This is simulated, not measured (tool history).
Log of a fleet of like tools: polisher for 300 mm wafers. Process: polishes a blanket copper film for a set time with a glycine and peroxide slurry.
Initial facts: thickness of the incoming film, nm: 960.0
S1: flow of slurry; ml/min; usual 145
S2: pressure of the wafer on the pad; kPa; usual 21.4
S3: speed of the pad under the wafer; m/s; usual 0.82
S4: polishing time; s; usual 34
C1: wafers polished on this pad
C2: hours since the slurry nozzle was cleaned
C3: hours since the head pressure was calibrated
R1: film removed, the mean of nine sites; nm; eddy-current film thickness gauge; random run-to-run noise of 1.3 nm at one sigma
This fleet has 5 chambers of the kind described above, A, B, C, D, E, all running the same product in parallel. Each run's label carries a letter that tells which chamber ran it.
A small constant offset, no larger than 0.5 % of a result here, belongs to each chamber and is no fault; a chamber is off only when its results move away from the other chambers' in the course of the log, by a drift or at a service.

run     day   S1    S2    S3  S4    C1     C2      C3      R1
      0.183  -- chamber C: slurry nozzle cleaned
      0.262  -- chamber D: worn pad replaced by a new one
 1B   0.517  145  21.4  0.82  34   593  122.4   615.8  203.41
 2A   0.942  145  21.4  0.82  34   607  541.5    1132  200.12
 3C   1.275  145  21.4  0.82  34   455   26.3   246.5  199.62
      1.558  -- chamber B: head pressure recalibrated
 4D   1.675  145  21.4  0.82  34   379  115.7      41  200.49
 5E    2.05  145  21.4  0.82  34   929   75.3  1113.1  201.99
 6D     2.3  145  21.4  0.82  34   546  130.7      56   203.1
      2.854  -- chamber A: head pressure recalibrated
 7A   2.862  145  21.4  0.82  34  1122  587.6     0.3  204.54
      3.242  -- chamber D: worn pad replaced by a new one
 8B   3.379  145  21.4  0.82  34  1360  191.1    43.8  204.48
      3.512  -- chamber E: worn pad replaced by a new one
      3.662  -- chamber B: slurry nozzle cleaned
 9E   3.788  145  21.4  0.82  30    74    117  1154.8  180.04
10C   4.075  145  21.4  0.82  30  1206   93.5   313.7     178
11A   4.508  145  21.4  0.82  30  1563  627.1    39.8  179.89
      4.525  -- chamber A: worn pad replaced by a new one
12E   5.071  145  21.4  0.82  30   418  147.8  1185.6  179.73
      5.117  -- chamber C: worn pad replaced by a new one
13D   5.408  145  21.4  0.82  30   581  205.3   130.6  177.25
      5.521  -- chamber A: slurry nozzle cleaned
14C   5.821  145  21.4  0.82  34   188  135.4   355.6  201.52
      6.104  -- chamber D: worn pad replaced by a new one
15B   6.212  145  21.4  0.82  34  2120   61.2   111.8  200.76
16C   6.754  145  21.4  0.82  34   439  157.8     378  201.72
17A   7.008  145  21.4  0.82  34   666   35.7    99.8  203.48
18B   7.429  145  21.4  0.66  34  2446   90.4     141  166.46
19D   7.692  145  21.4  0.66  34   426  260.1   185.4  170.94
20E   8.238  145  21.4  0.66  34  1267  223.8  1261.6  170.72
21D   8.525  145  21.4  0.66  34   650  280.1   205.4  169.47
22B   8.779  145  21.4  0.66  34  2808  122.8   173.4  164.05
       9.05  -- chamber E: worn pad replaced by a new one
      9.271  -- chamber D: worn pad replaced by a new one
23A   9.333  145  21.4  0.82  34  1289   91.5   155.6  204.07
24E   9.633  145  21.4  0.82  34   157  257.3  1295.1  203.42
      9.975  -- chamber C: worn pad replaced by a new one
25C  10.054  145  21.4  0.82  34    21    237   457.2  198.42
     10.592  -- chamber A: worn pad replaced by a new one
26A  10.625  145  21.4  0.82  34     9  122.5   186.6  201.16
27C   10.95  145  21.4  0.82  34   261  258.5   478.7  203.22
28B  11.442  145  21.4  0.82  34  3521  186.7   237.3  192.62
29D  11.875  145  21.4  0.82  34   698  360.5   285.8  202.75
     12.196  -- chamber D: worn pad replaced by a new one
30E  12.375  145  21.4  0.82  34   892  323.1  1360.9  200.01
31D  12.783  145  14.5  0.82  34   157  382.3   307.6  149.13
     12.888  -- chamber B: slurry nozzle cleaned
32A  13.042  145  14.5  0.82  34   657  180.5   244.6  150.17
33E    13.5  145  14.5  0.82  34  1193  350.1  1387.9  148.66
34C  13.896  145  14.5  0.82  34  1051  329.2   549.4  148.54
35B  14.212  145  14.5  0.82  34  4264   31.8   303.8   140.7

Predict what each chamber gives when all 5 of them run the settings below next.
36A  14.621  145  21.4  0.82  34               ?
36B  14.621  145  21.4  0.82  34               ?
36C  14.621  145  21.4  0.82  34               ?
36D  14.621  145  21.4  0.82  34               ?
36E  14.621  145  21.4  0.82  34               ?

run      R1
36A  201.88
36B  192.48
36C  200.82
36D  201.15
36E  201.06
